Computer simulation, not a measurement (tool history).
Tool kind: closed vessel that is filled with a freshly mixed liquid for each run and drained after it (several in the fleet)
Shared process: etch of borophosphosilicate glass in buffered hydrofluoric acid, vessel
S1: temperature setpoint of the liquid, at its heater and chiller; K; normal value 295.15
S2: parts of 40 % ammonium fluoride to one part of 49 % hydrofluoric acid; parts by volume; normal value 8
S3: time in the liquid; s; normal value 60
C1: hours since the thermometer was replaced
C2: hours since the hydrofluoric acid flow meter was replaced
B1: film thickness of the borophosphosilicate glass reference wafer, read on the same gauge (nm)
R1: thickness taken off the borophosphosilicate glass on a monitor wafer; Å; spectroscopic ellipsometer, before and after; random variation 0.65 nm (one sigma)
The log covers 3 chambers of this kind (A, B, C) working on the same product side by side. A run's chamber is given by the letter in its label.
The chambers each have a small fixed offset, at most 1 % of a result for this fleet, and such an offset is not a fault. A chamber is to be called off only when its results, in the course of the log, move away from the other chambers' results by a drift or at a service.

Run 1C, hour 5.1: usual settings; C1 380.1; C2 552.8; B1 140. Result: R1 811.8 Å.
Run 2A, hour 13.3: usual settings; C1 217.4; C2 250.1; B1 139.97. Result: R1 814.57 Å.
Run 3B, hour 20.1: usual settings; C1 445; C2 479.2; B1 140.01. Result: R1 812.63 Å.
Run 4A, hour 27.5: usual settings; C1 231.6; C2 264.3; B1 139.98. Result: R1 808.75 Å.
Run 5C, hour 31.6: usual settings; C1 406.6; C2 579.3; B1 140.02. Result: R1 812.03 Å.
Run 6B, hour 35.9: usual settings; C1 460.8; C2 495; B1 139.98. Result: R1 801.46 Å.
Run 7A, hour 43.7: usual settings; C1 247.8; C2 280.5; B1 140.01. Result: R1 814.52 Å.
Run 8C, hour 52.2: usual settings but S3 90 s; C1 427.2; C2 599.9; B1 140.01. Result: R1 1231.1 Å.
Run 9B, hour 58.2: usual settings but S3 90 s; C1 483.1; C2 517.3; B1 140. Result: R1 1227.9 Å.
Run 10C, hour 62: usual settings but S3 90 s; C1 437; C2 609.7; B1 140. Result: R1 1191.4 Å.
Run 11B, hour 67: usual settings; C1 491.9; C2 526.1; B1 139.98. Result: R1 817.54 Å.
Run 12A, hour 73.9: usual settings; C1 278; C2 310.7; B1 140. Result: R1 817.06 Å.
Run 13A, hour 79.7: usual settings; C1 283.8; C2 316.5; B1 139.99. Result: R1 810.01 Å.
Run 14C, hour 86.5: usual settings; C1 461.5; C2 634.2; B1 140.01. Result: R1 810.29 Å.
Run 15B, hour 93.3: usual settings; C1 518.2; C2 552.4; B1 139.99. Result: R1 815.23 Å.
Run 16B, hour 100.5: usual settings; C1 525.4; C2 559.6; B1 140.01. Result: R1 800.4 Å.
Run 17C, hour 108.6: usual settings; C1 483.6; C2 656.3; B1 140. Result: R1 821.3 Å.
Run 18A, hour 113.6: usual settings; C1 317.7; C2 350.4; B1 139.98. Result: R1 821.69 Å.
Run 19A, hour 120.8: usual settings but S1 297.65 K, S3 80 s; C1 324.9; C2 357.6; B1 139.97. Result: R1 1253.7 Å.
Run 20B, hour 125.3: usual settings but S1 297.65 K, S3 80 s; C1 550.2; C2 584.4; B1 140. Result: R1 1223.3 Å.
Run 21C, hour 133: usual settings but S1 297.65 K, S3 80 s; C1 508; C2 680.7; B1 140.04. Result: R1 1246.1 Å.
Run 22B, hour 141: usual settings; C1 565.9; C2 600.1; B1 140. Result: R1 814.26 Å.
Run 23C, hour 146.9: usual settings; C1 521.9; C2 694.6; B1 139.98. Result: R1 827.44 Å.
Run 24A, hour 153.5: usual settings but S1 291.15 K; C1 357.6; C2 390.3; B1 139.99. Result: R1 657.8 Å.
Run 25C, hour 161.9: usual settings but S1 291.15 K; C1 536.9; C2 709.6; B1 140.01. Result: R1 673.1 Å.
Run 26A, hour 169.3: usual settings but S1 291.15 K; C1 373.4; C2 406.1; B1 140.03. Result: R1 653.18 Å.
Run 27B, hour 173.7: usual settings; C1 598.6; C2 632.8; B1 140.01. Result: R1 808.43 Å.
Run 28A, hour 180: usual settings; C1 384.1; C2 416.8; B1 140. Result: R1 830.91 Å.
Run 29B, hour 188.7: usual settings; C1 613.6; C2 647.8; B1 140. Result: R1 808.85 Å.
Run 30C, hour 194.1: usual settings; C1 569.1; C2 741.8; B1 140.01. Result: R1 855.32 Å.
Run 31B, hour 202: usual settings; C1 626.9; C2 661.1; B1 140. Result: R1 807.54 Å.
Run 32A, hour 208.8: usual settings but S1 298.15 K, S3 30 s; C1 412.9; C2 445.6; B1 139.99. Result: R1 475.81 Å.
Run 33C, hour 216.1: usual settings but S1 298.15 K, S3 30 s; C1 591.1; C2 763.8; B1 140. Result: R1 506.61 Å.
Run 34C, hour 223.6: usual settings but S1 298.15 K, S3 30 s; C1 598.6; C2 771.3; B1 139.99. Result: R1 503.9 Å.
Run 35B, hour 230.8: usual settings; C1 655.7; C2 689.9; B1 140.01. Result: R1 807.61 Å.
Run 36A, hour 234.5: usual settings but S1 291.65 K; C1 438.6; C2 471.3; B1 139.99. Result: R1 660.53 Å.
Run 37C, hour 241.5: usual settings but S1 291.65 K; C1 616.5; C2 789.2; B1 140.02. Result: R1 717.04 Å.
Run 38A, hour 246.4: usual settings but S1 291.65 K; C1 450.5; C2 483.2; B1 140. Result: R1 661.45 Å.
Run 39B, hour 254.4: usual settings; C1 679.3; C2 713.5; B1 139.98. Result: R1 810.48 Å.

Predict what each chamber gives when all 3 of them run the settings below next.
Run 40A, hour 260.6: usual settings. Result: R1 ?.
Run 40B, hour 260.6: usual settings. Result: R1 ?.
Run 40C, hour 260.6: usual settings. Result: R1 ?.

run      R1
40A  830.93
40B  808.53
40C  884.23

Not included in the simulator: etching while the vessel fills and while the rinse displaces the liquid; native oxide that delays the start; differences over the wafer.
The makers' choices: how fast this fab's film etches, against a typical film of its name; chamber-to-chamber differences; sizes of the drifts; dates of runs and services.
